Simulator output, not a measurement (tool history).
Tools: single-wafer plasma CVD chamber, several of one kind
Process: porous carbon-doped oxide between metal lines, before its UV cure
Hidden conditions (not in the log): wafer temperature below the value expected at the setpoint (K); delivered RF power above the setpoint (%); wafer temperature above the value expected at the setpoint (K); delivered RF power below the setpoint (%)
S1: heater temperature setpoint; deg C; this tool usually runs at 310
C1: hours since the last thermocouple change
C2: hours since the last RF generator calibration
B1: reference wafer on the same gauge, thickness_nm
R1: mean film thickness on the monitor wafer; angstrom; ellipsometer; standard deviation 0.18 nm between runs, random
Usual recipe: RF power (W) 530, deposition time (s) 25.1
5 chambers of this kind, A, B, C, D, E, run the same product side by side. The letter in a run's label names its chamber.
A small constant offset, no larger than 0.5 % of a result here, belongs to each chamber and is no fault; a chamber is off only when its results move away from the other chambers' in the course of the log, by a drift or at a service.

Run 1A, day 0.321: usual settings; C1 1880.9; C2 1152.4; B1 155.02. Result: R1 1343.3 angstrom.
Run 2D, day 0.825: usual settings; C1 708.8; C2 1605.8; B1 155.02. Result: R1 1341.2 angstrom.
Run 3E, day 1.504: usual settings; C1 1684.9; C2 733.2; B1 155.04. Result: R1 1343.4 angstrom.
Run 4B, day 1.842: usual settings; C1 948.9; C2 1132.6; B1 155.12. Result: R1 1344.6 angstrom.
Run 5C, day 2.204: usual settings but S1 298 deg C, deposition time (s) 28.7; C1 510.9; C2 913.9; B1 155.04. Result: R1 1633 angstrom.
Run 6D, day 2.796: usual settings but S1 298 deg C, deposition time (s) 28.7; C1 756.1; C2 1653.1; B1 155.13. Result: R1 1629.9 angstrom.
Run 7C, day 3.396: usual settings but S1 298 deg C, deposition time (s) 28.7; C1 539.5; C2 942.5; B1 155.16. Result: R1 1633.3 angstrom.
Run 8B, day 3.779: usual settings but S1 298 deg C, deposition time (s) 28.7; C1 995.4; C2 1179.1; B1 155.17. Result: R1 1636.9 angstrom.
Run 9E, day 4.275: usual settings but S1 298 deg C, deposition time (s) 28.7; C1 1751.4; C2 799.7; B1 155.23. Result: R1 1632.5 angstrom.
Run 10A, day 4.821: usual settings but RF power (W) 615, deposition time (s) 29.8; C1 1988.9; C2 1260.4; B1 155.16. Result: R1 1746.9 angstrom.
At day 4.896: chamber D: thermocouple changed; heater temperature recalibrated.
Run 11C, day 5.483: usual settings but RF power (W) 615, deposition time (s) 29.8; C1 589.6; C2 992.6; B1 155.2. Result: R1 1740.9 angstrom.
Run 12A, day 6.029: usual settings but RF power (W) 615, deposition time (s) 29.8; C1 2017.9; C2 1289.4; B1 155.33. Result: R1 1745.2 angstrom.
Run 13D, day 6.629: usual settings but RF power (W) 615, deposition time (s) 29.8; C1 41.6; C2 1745.1; B1 155.34. Result: R1 1750.1 angstrom.
Run 14E, day 7.121: usual settings but RF power (W) 615, deposition time (s) 29.8; C1 1819.7; C2 868; B1 155.33. Result: R1 1744.7 angstrom.
Run 15B, day 7.758: usual settings; C1 1090.9; C2 1274.6; B1 155.33. Result: R1 1344.7 angstrom.
Run 16C, day 8.442: usual settings but deposition time (s) 27.7; C1 660.6; C2 1063.6; B1 155.31. Result: R1 1476.7 angstrom.
Run 17E, day 9.062: usual settings but deposition time (s) 27.7; C1 1866.3; C2 914.6; B1 155.4. Result: R1 1481.5 angstrom.
Run 18A, day 9.712: usual settings but deposition time (s) 27.7; C1 2106.3; C2 1377.8; B1 155.43. Result: R1 1480.7 angstrom.
Run 19B, day 10.196: usual settings but deposition time (s) 27.7; C1 1149.4; C2 1333.1; B1 155.41. Result: R1 1481.1 angstrom.
At day 10.75: chamber E: thermocouple changed; heater temperature recalibrated.
Run 20D, day 10.838: usual settings but deposition time (s) 27.7; C1 142.6; C2 1846.1; B1 155.46. Result: R1 1483.2 angstrom.
Run 21C, day 11.5: usual settings; C1 734; C2 1137; B1 155.5. Result: R1 1343.6 angstrom.
At day 12.062: chamber C: RF generator calibrated.
Run 22A, day 12.071: usual settings; C1 2162.9; C2 1434.4; B1 155.54. Result: R1 1346.7 angstrom.
Run 23D, day 12.538: usual settings; C1 183.4; C2 1886.9; B1 155.49. Result: R1 1346.9 angstrom.
Run 24B, day 13.096: usual settings; C1 1219; C2 1402.7; B1 155.57. Result: R1 1347.5 angstrom.
Run 25E, day 13.679: usual settings; C1 70.4; C2 1025.4; B1 155.53. Result: R1 1349.1 angstrom.
Run 26D, day 14.008: usual settings; C1 218.7; C2 1922.2; B1 155.62. Result: R1 1343.5 angstrom.
Run 27C, day 14.475: usual settings; C1 805.4; C2 57.9; B1 155.56. Result: R1 1342.7 angstrom.
Run 28A, day 14.779: usual settings; C1 2227.9; C2 1499.4; B1 155.58. Result: R1 1349.5 angstrom.
Run 29B, day 15.367: usual settings; C1 1273.5; C2 1457.2; B1 155.66. Result: R1 1347.9 angstrom.
Run 30E, day 15.821: usual settings but deposition time (s) 21.6; C1 121.8; C2 1076.8; B1 155.65. Result: R1 1163.6 angstrom.
Run 31C, day 16.179: usual settings but deposition time (s) 21.6; C1 846.3; C2 98.8; B1 155.69. Result: R1 1159.9 angstrom.
Run 32E, day 16.833: usual settings but deposition time (s) 21.6; C1 146.1; C2 1101.1; B1 155.71. Result: R1 1165.5 angstrom.
Run 33D, day 17.354: usual settings but deposition time (s) 21.6; C1 299; C2 2002.5; B1 155.69. Result: R1 1161.4 angstrom.
Run 34A, day 17.775: usual settings but deposition time (s) 21.6; C1 2299.8; C2 1571.3; B1 155.71. Result: R1 1165.7 angstrom.
Run 35B, day 18.25: usual settings but RF power (W) 590, deposition time (s) 21.4; C1 1342.7; C2 1526.4; B1 155.73. Result: R1 1242.8 angstrom.
Run 36E, day 18.792: usual settings but RF power (W) 590, deposition time (s) 21.4; C1 193.1; C2 1148.1; B1 155.75. Result: R1 1237 angstrom.
Run 37D, day 19.375: usual settings but RF power (W) 590, deposition time (s) 21.4; C1 347.5; C2 2051; B1 155.75. Result: R1 1240.9 angstrom.
Run 38C, day 19.796: usual settings but RF power (W) 590, deposition time (s) 21.4; C1 933.1; C2 185.6; B1 155.84. Result: R1 1240.6 angstrom.
Run 39B, day 20.362: usual settings but RF power (W) 590, deposition time (s) 21.4; C1 1393.4; C2 1577.1; B1 155.82. Result: R1 1240.1 angstrom.

All chambers now run identical settings, listed one chamber a line with results as question marks. What results will each chamber show?
Run 40A, day 20.858: usual settings. Result: R1 ?.
Run 40B, day 20.858: usual settings. Result: R1 ?.
Run 40C, day 20.858: usual settings. Result: R1 ?.
Run 40D, day 20.858: usual settings. Result: R1 ?.
Run 40E, day 20.858: usual settings. Result: R1 ?.

run      R1
40A    1345
40B  1349.6
40C    1344
40D  1348.5
40E  1350.6

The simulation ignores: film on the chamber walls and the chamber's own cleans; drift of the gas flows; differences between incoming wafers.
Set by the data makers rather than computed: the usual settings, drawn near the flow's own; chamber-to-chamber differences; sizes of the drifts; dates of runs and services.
